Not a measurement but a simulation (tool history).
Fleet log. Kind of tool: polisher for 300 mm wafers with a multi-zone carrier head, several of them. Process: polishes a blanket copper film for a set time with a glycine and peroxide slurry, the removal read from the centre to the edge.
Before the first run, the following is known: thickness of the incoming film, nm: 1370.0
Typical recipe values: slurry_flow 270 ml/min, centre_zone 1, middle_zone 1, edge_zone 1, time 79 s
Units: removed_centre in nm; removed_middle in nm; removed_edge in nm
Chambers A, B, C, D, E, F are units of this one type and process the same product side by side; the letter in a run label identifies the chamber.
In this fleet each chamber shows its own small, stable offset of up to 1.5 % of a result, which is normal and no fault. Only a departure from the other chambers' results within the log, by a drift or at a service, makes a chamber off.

run,hour,slurry_flow,centre_zone,middle_zone,edge_zone,time,removed_centre,removed_middle,removed_edge
1F,10.1,270,1,1,1,79,407.33,406.38,397.11
# hour 15.2: chamber E: worn pad replaced by a new one
2E,23,270,1,1,1,79,384.03,402.83,391.45
# hour 36.3: chamber F: worn pad replaced by a new one
3D,37.7,270,1,1,1,79,399.59,395.44,405.14
# hour 47: chamber D: worn pad replaced by a new one
# hour 49.7: chamber A: worn pad replaced by a new one
4C,50.8,270,1,1,1,79,390.88,398.21,391.41
# hour 57.9: chamber C: worn pad replaced by a new one
5A,62.4,270,1,1,1,79,400.47,392.17,394.45
# hour 66.8: chamber D: centre zone pressure recalibrated
6B,74.2,270,1,1,1,79,394.23,390.5,385.19
# hour 80.4: chamber B: worn pad replaced by a new one
# hour 82.8: chamber E: slurry nozzle cleaned
7F,89.1,270,1,1,1,79,398.37,405.39,392.22
8B,102.5,270,1,1,1,79,396.15,391.25,388.45
9D,115.9,330,1,1,1,99,507.41,502.59,507.31
# hour 117.4: chamber E: worn pad replaced by a new one
10C,126.5,330,1,1,1,99,514.5,513.86,510.42
# hour 127.5: chamber F: worn pad replaced by a new one
# hour 132.3: chamber B: slurry nozzle cleaned
11E,137.2,330,1,1,1,99,500.01,505.58,500.94
12A,148.7,330,1,1,1,99,501.4,513.65,503.6
# hour 153: chamber C: worn pad replaced by a new one
# hour 155.8: chamber D: worn pad replaced by a new one
13B,157.1,330,1,1,1,99,513.36,502.14,503.46
# hour 167.5: chamber C: centre zone pressure recalibrated
14A,172.1,330,1,1,1,99,505.28,506.67,498.13
# hour 176.3: chamber B: worn pad replaced by a new one
15D,182.3,270,1,0.9,1,79,405.21,362.04,395.06
16F,191,270,1,0.9,1,79,399.01,358.46,400.37
# hour 194.4: chamber A: worn pad replaced by a new one
# hour 194.5: chamber F: slurry nozzle cleaned
# hour 197.7: chamber D: edge zone pressure recalibrated
17E,203.6,270,1,0.9,1,79,394.96,359.49,394.33
# hour 210: chamber E: worn pad replaced by a new one
18C,213.5,270,1,0.9,1,79,396.95,362.75,405.72
# hour 216.3: chamber E: edge zone pressure recalibrated
19E,228.2,270,1,0.9,1,79,395.02,359.41,396.46
# hour 237.4: chamber F: worn pad replaced by a new one
20A,237.7,270,1,0.9,1,79,389.8,352.26,386.86
# hour 244.9: chamber C: worn pad replaced by a new one
21D,249.4,270,1,1,1,79,385.46,401.44,410.5
# hour 254.4: chamber D: slurry nozzle cleaned
# hour 255.9: chamber B: worn pad replaced by a new one
22B,260.3,270,1,1,1,79,392.67,400.75,396.24
23C,272.6,270,1,1,1,53,269.75,262.7,269.46
# hour 276.7: chamber D: worn pad replaced by a new one
24F,284.9,270,1,1,1,53,267.91,263.83,258.28
# hour 293.2: chamber E: centre zone pressure recalibrated
# hour 294.8: chamber B: centre zone pressure recalibrated
25C,295.2,270,1,1,1,53,267.15,262.29,269.9
26F,304.2,270,1,1,1,53,265.91,267.04,265.38
# hour 308.9: chamber E: worn pad replaced by a new one
27E,317.2,270,1,1,1,53,267.94,268.92,265.51
# hour 323: chamber B: edge zone pressure recalibrated
28D,329,270,1,1,1,53,267.96,267.26,265.48
# hour 342.6: chamber C: worn pad replaced by a new one
29B,342.7,270,1,1,1,79,398.69,392.12,395.91
# hour 342.9: chamber F: worn pad replaced by a new one
# hour 344.5: chamber A: worn pad replaced by a new one
30A,353.7,270,1,1,1,79,382.24,390.41,375.88
# hour 360.1: chamber B: worn pad replaced by a new one
31E,364.9,270,1,1,1,79,394.85,401.17,402.8
32B,374.2,270,1,1,1,79,402.75,386.87,399.33
# hour 375.7: chamber C: slurry nozzle cleaned
33F,386,270,1,1,1,79,397.45,395.47,398.28
34D,393.4,270,1,1,1,79,393.13,402.72,394.79
35C,401.3,270,1,1,1,79,404.34,398.09,404.55
# hour 409.2: chamber E: worn pad replaced by a new one
36A,409.7,270,1,1,1,79,379.01,378.55,381.63
# hour 410.6: chamber D: worn pad replaced by a new one
37E,424.6,270,1,1.08,1,79,395.92,436.96,392.58
# hour 429.7: chamber F: worn pad replaced by a new one
38A,434,270,1,1.08,1,79,371.83,408.43,381.53
39F,444.7,270,1,1.08,1,79,402.59,424.27,386.96
40D,456.8,270,1,1.08,1,79,403.1,430.81,397.58

The same settings go to every chamber for the next run, one line per chamber below. Forecast the results for each:
41A,467.6,270,1,0.95,1,79,?,?,?
41B,467.6,270,1,0.95,1,79,?,?,?
41C,467.6,270,1,0.95,1,79,?,?,?
41D,467.6,270,1,0.95,1,79,?,?,?
41E,467.6,270,1,0.95,1,79,?,?,?
41F,467.6,270,1,0.95,1,79,?,?,?

run,removed_centre,removed_middle,removed_edge
41A,364.44,359.6,369.31
41B,392.09,367.18,389.63
41C,397.59,376.54,407.11
41D,386.97,383.98,402.86
41E,389.51,385.96,396.14
41F,398.24,383.04,389.21
